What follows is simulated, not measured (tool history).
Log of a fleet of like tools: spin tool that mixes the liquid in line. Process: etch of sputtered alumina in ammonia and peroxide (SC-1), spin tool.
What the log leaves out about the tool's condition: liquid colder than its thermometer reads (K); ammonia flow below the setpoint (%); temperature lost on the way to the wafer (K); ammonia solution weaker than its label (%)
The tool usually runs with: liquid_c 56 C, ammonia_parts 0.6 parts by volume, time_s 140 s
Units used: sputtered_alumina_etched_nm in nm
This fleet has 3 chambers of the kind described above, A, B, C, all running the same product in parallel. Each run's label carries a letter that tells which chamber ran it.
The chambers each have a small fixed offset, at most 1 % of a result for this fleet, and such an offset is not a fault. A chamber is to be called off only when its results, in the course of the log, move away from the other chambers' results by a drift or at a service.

| run | hour | liquid_c | ammonia_parts | time_s | hours since the thermometer was replaced | hours since the ammonia flow meter was replaced | hours since the heated supply line was repaired | hours since the drum of ammonia solution was connected | read-back film thickness of the sputtered alumina reference wafer, read on the same gauge (nm) | sputtered_alumina_etched_nm |
|---|---|---|---|---|---|---|---|---|---|---|
| 1C | 6.0 | 56 | 0.6 | 140 | 335.5 | 14.9 | 867.5 | 742.1 | 29.989 | 11.9200 |
| 2B | 12.5 | 56 | 0.6 | 140 | 478.8 | 427.6 | 868.7 | 166.8 | 30.004 | 12.1670 |
| 3A | 16.3 | 56 | 0.6 | 140 | 1126.3 | 103.9 | 593.6 | 23.6 | 30.004 | 12.2720 |
| 4A | 22.2 | 56 | 0.6 | 140 | 1132.2 | 109.8 | 599.5 | 29.5 | 29.984 | 12.1060 |
| 5C | 30.6 | 56 | 0.6 | 140 | 360.1 | 39.5 | 892.1 | 766.7 | 30.001 | 12.0200 |
| 6B | 35.9 | 56 | 0.6 | 140 | 502.2 | 451.0 | 892.1 | 190.2 | 29.998 | 12.2430 |
|  | 39.0 | chamber B: new drum of ammonia solution connected |
| 7B | 41.7 | 62 | 0.6 | 185 | 508.0 | 456.8 | 897.9 | 2.8 | 30.002 | 22.2570 |
| 8A | 47.5 | 62 | 0.6 | 185 | 1157.5 | 135.1 | 624.8 | 54.8 | 29.998 | 21.8910 |
| 9C | 51.2 | 62 | 0.6 | 185 | 380.7 | 60.1 | 912.7 | 787.3 | 30.021 | 21.9390 |
| 10C | 55.7 | 56 | 0.6 | 140 | 385.2 | 64.6 | 917.2 | 791.8 | 30.006 | 12.0100 |
| 11A | 64.0 | 56 | 0.6 | 140 | 1174.0 | 151.6 | 641.3 | 71.3 | 29.992 | 12.2200 |
| 12B | 67.9 | 56 | 0.6 | 140 | 534.2 | 483.0 | 924.1 | 29.0 | 29.980 | 12.2570 |
| 13C | 74.7 | 56 | 0.6 | 140 | 404.2 | 83.6 | 936.2 | 810.8 | 30.009 | 12.1620 |
| 14B | 81.3 | 52 | 0.6 | 65 | 547.6 | 496.4 | 937.5 | 42.4 | 30.016 | 4.5888 |
| 15A | 88.2 | 52 | 0.6 | 65 | 1198.2 | 175.8 | 665.5 | 95.5 | 29.993 | 4.5321 |
| 16A | 96.0 | 52 | 0.6 | 65 | 1206.0 | 183.6 | 673.3 | 103.3 | 29.976 | 4.6017 |
| 17B | 103.3 | 56 | 0.6 | 140 | 569.6 | 518.4 | 959.5 | 64.4 | 29.994 | 12.2700 |
| 18C | 107.4 | 56 | 0.6 | 140 | 436.9 | 116.3 | 968.9 | 843.5 | 30.004 | 12.1220 |
| 19A | 111.3 | 56 | 0.6 | 140 | 1221.3 | 198.9 | 688.6 | 118.6 | 30.007 | 12.1720 |
| 20C | 119.6 | 56 | 0.6 | 140 | 449.1 | 128.5 | 981.1 | 855.7 | 30.012 | 12.0150 |
|  | 120.4 | chamber B: ammonia flow meter replaced |
| 21B | 127.7 | 59 | 0.6 | 175 | 594.0 | 7.4 | 983.9 | 88.8 | 30.007 | 18.0270 |
|  | 128.7 | chamber C: thermometer replaced |
| 22A | 135.8 | 59 | 0.6 | 175 | 1245.8 | 223.4 | 713.1 | 143.1 | 30.010 | 17.5750 |
| 23B | 144.0 | 59 | 0.6 | 175 | 610.3 | 23.7 | 1000.2 | 105.1 | 30.001 | 17.9260 |
| 24C | 151.9 | 56 | 0.6 | 140 | 23.3 | 160.8 | 1013.4 | 888.0 | 30.004 | 12.1340 |
| 25B | 158.0 | 56 | 0.6 | 140 | 624.3 | 37.7 | 1014.2 | 119.1 | 30.005 | 12.2580 |
| 26C | 165.7 | 56 | 0.6 | 140 | 37.1 | 174.6 | 1027.2 | 901.8 | 30.004 | 12.2450 |
| 27A | 173.8 | 56 | 0.6 | 140 | 1283.8 | 261.4 | 751.1 | 181.1 | 30.001 | 12.0550 |
| 28C | 179.0 | 56 | 0.6 | 140 | 50.4 | 187.9 | 1040.5 | 915.1 | 30.010 | 12.2210 |
| 29A | 187.3 | 56 | 0.6 | 205 | 1297.3 | 274.9 | 764.6 | 194.6 | 30.014 | 18.0230 |
| 30B | 191.4 | 56 | 0.6 | 205 | 657.7 | 71.1 | 1047.6 | 152.5 | 29.969 | 17.8540 |
| 31A | 198.9 | 56 | 0.6 | 205 | 1308.9 | 286.5 | 776.2 | 206.2 | 29.991 | 17.6860 |
| 32C | 205.1 | 56 | 0.6 | 140 | 76.5 | 214.0 | 1066.6 | 941.2 | 30.006 | 11.9980 |
| 33B | 213.4 | 56 | 0.6 | 140 | 679.7 | 93.1 | 1069.6 | 174.5 | 30.002 | 12.2200 |
| 34C | 217.2 | 56 | 0.8 | 140 | 88.6 | 226.1 | 1078.7 | 953.3 | 29.993 | 12.3740 |
| 35A | 221.8 | 56 | 0.8 | 140 | 1331.8 | 309.4 | 799.1 | 229.1 | 30.006 | 12.3860 |
| 36B | 226.7 | 56 | 0.8 | 140 | 693.0 | 106.4 | 1082.9 | 187.8 | 29.999 | 12.4390 |
| 37C | 231.3 | 56 | 0.6 | 140 | 102.7 | 240.2 | 1092.8 | 967.4 | 30.010 | 12.0610 |
|  | 236.4 | chamber B: new drum of ammonia solution connected |
| 38A | 237.2 | 56 | 0.6 | 140 | 1347.2 | 324.8 | 814.5 | 244.5 | 29.996 | 12.1770 |
| 39B | 242.3 | 56 | 0.6 | 140 | 708.6 | 122.0 | 1098.5 | 5.9 | 29.996 | 12.0690 |
| 40B | 246.7 | 56 | 0.6 | 140 | 713.0 | 126.4 | 1102.9 | 10.3 | 30.012 | 12.2870 |

Predict what each chamber gives when all 3 of them run the settings below next.
| 41A | 252.9 | 56 | 0.6 | 140 |  |  |  |  |  | ? |
| 41B | 252.9 | 56 | 0.6 | 140 |  |  |  |  |  | ? |
| 41C | 252.9 | 56 | 0.6 | 140 |  |  |  |  |  | ? |

| run | sputtered_alumina_etched_nm |
|---|---|
| 41A | 12.2040 |
| 41B | 12.1730 |
| 41C | 12.0370 |

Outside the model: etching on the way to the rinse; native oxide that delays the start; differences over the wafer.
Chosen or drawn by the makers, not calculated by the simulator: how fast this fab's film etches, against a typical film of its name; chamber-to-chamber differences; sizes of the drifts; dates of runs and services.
